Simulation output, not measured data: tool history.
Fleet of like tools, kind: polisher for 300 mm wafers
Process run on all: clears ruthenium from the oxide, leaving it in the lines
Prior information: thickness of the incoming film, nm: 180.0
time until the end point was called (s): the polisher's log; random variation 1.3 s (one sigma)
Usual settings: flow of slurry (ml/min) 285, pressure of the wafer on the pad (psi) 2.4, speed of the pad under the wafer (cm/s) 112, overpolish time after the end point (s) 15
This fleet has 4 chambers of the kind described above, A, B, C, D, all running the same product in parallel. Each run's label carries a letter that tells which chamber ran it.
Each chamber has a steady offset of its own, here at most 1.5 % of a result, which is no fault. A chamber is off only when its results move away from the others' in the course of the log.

| run | hour | flow of slurry (ml/min) | pressure of the wafer on the pad (psi) | speed of the pad under the wafer (cm/s) | overpolish time after the end point (s) | time until the end point was called (s) |
|---|---|---|---|---|---|---|
|  | 9.0 | chamber A: slurry nozzle cleaned |
| 1C | 9.6 | 285 | 2.4 | 112 | 15 | 137.34 |
|  | 10.5 | chamber C: head pressure recalibrated |
| 2D | 17.6 | 285 | 2.4 | 112 | 15 | 137.50 |
|  | 25.9 | chamber B: worn pad replaced by a new one |
| 3A | 28.4 | 285 | 2.4 | 112 | 15 | 139.34 |
|  | 29.8 | chamber D: worn pad replaced by a new one |
| 4B | 35.1 | 285 | 2.4 | 112 | 15 | 136.11 |
| 5D | 46.2 | 285 | 2.4 | 112 | 15 | 138.63 |
|  | 51.5 | chamber C: worn pad replaced by a new one |
| 6A | 57.4 | 285 | 3.1 | 112 | 23 | 106.53 |
| 7B | 65.0 | 285 | 3.1 | 112 | 23 | 104.76 |
| 8C | 71.5 | 285 | 3.1 | 112 | 23 | 105.22 |
| 9C | 84.6 | 285 | 3.1 | 112 | 23 | 105.67 |
|  | 94.5 | chamber A: worn pad replaced by a new one |
| 10A | 95.8 | 285 | 2.4 | 112 | 15 | 136.12 |
| 11D | 104.2 | 285 | 2.4 | 112 | 15 | 136.93 |
| 12B | 112.0 | 285 | 2.4 | 112 | 15 | 135.98 |
| 13B | 124.3 | 285 | 2.4 | 112 | 15 | 135.13 |
|  | 129.2 | chamber D: worn pad replaced by a new one |
| 14C | 138.1 | 285 | 2.4 | 112 | 15 | 138.53 |
| 15D | 145.2 | 285 | 2.4 | 112 | 15 | 136.73 |
| 16A | 152.9 | 285 | 2.4 | 112 | 15 | 137.50 |
| 17D | 166.7 | 285 | 2.4 | 112 | 15 | 138.46 |
| 18A | 176.4 | 285 | 2.4 | 112 | 15 | 135.69 |
|  | 176.6 | chamber C: slurry nozzle cleaned |
|  | 180.6 | chamber C: worn pad replaced by a new one |
| 19C | 185.7 | 285 | 2.4 | 112 | 15 | 136.81 |
|  | 186.3 | chamber B: head pressure recalibrated |
| 20B | 192.9 | 285 | 2.4 | 112 | 15 | 123.15 |
|  | 193.5 | chamber B: worn pad replaced by a new one |
| 21C | 206.5 | 285 | 2.4 | 112 | 15 | 140.11 |
| 22B | 214.9 | 285 | 2.4 | 112 | 15 | 122.51 |
|  | 220.1 | chamber D: worn pad replaced by a new one |
|  | 222.5 | chamber A: slurry nozzle cleaned |
| 23D | 222.7 | 285 | 2.4 | 112 | 15 | 135.74 |
| 24A | 236.6 | 285 | 2.4 | 112 | 15 | 137.93 |
| 25B | 249.0 | 285 | 2.4 | 112 | 15 | 124.92 |
| 26C | 256.2 | 285 | 2.4 | 112 | 15 | 135.96 |
| 27D | 266.7 | 285 | 2.4 | 112 | 15 | 138.94 |
| 28A | 277.7 | 285 | 2.4 | 112 | 15 | 138.05 |
| 29C | 288.8 | 285 | 2.4 | 112 | 15 | 138.08 |
|  | 291.9 | chamber C: worn pad replaced by a new one |
| 30D | 297.4 | 320 | 2.0 | 112 | 15 | 164.02 |
| 31A | 303.9 | 320 | 2.0 | 112 | 15 | 162.36 |
| 32B | 310.8 | 320 | 2.0 | 112 | 15 | 147.14 |
|  | 311.3 | chamber D: worn pad replaced by a new one |
| 33C | 323.6 | 320 | 2.0 | 112 | 15 | 162.67 |
| 34B | 334.4 | 285 | 2.4 | 112 | 15 | 125.17 |
| 35D | 348.3 | 285 | 2.4 | 112 | 15 | 137.17 |

Is one chamber out of step, is the gauge drifting, or do the chambers differ by no more than their own small offsets? For an off chamber, give its letter and the likeliest cause.

Chamber B came out of a service off from its peers and stayed that way.
Most likely cause: head's pressure above its setpoint, % = 9.47.

Which of the 4 candidates below, each the usual settings with something changed and its results left as question marks, puts chamber B back in line with what the other chambers give on the usual settings?
Counts as in line when no further than this from what the other chambers average on the usual settings: time until the end point was called (s) 4.60
| 36B-1 | 358.3 | 285 | 2.6 | 122 | 15 | ? |
| 36B-2 | 358.3 | 285 | 2.5 | 120 | 15 | ? |
| 36B-3 | 358.3 | 285 | 2.4 | 94 | 15 | ? |
| 36B-4 | 358.3 | 280 | 2.4 | 100 | 15 | ? |

Mean of the other chambers on the usual settings: time until the end point was called (s) 137.77
| run | time until the end point was called (s) |
|---|---|
| 36B-1 | 105.56 |
| 36B-2 | 111.58 |
| 36B-3 | 148.20 |
| 36B-4 | 139.58 |
Change 36B-4 lands the chamber within the allowed miss of the other chambers.
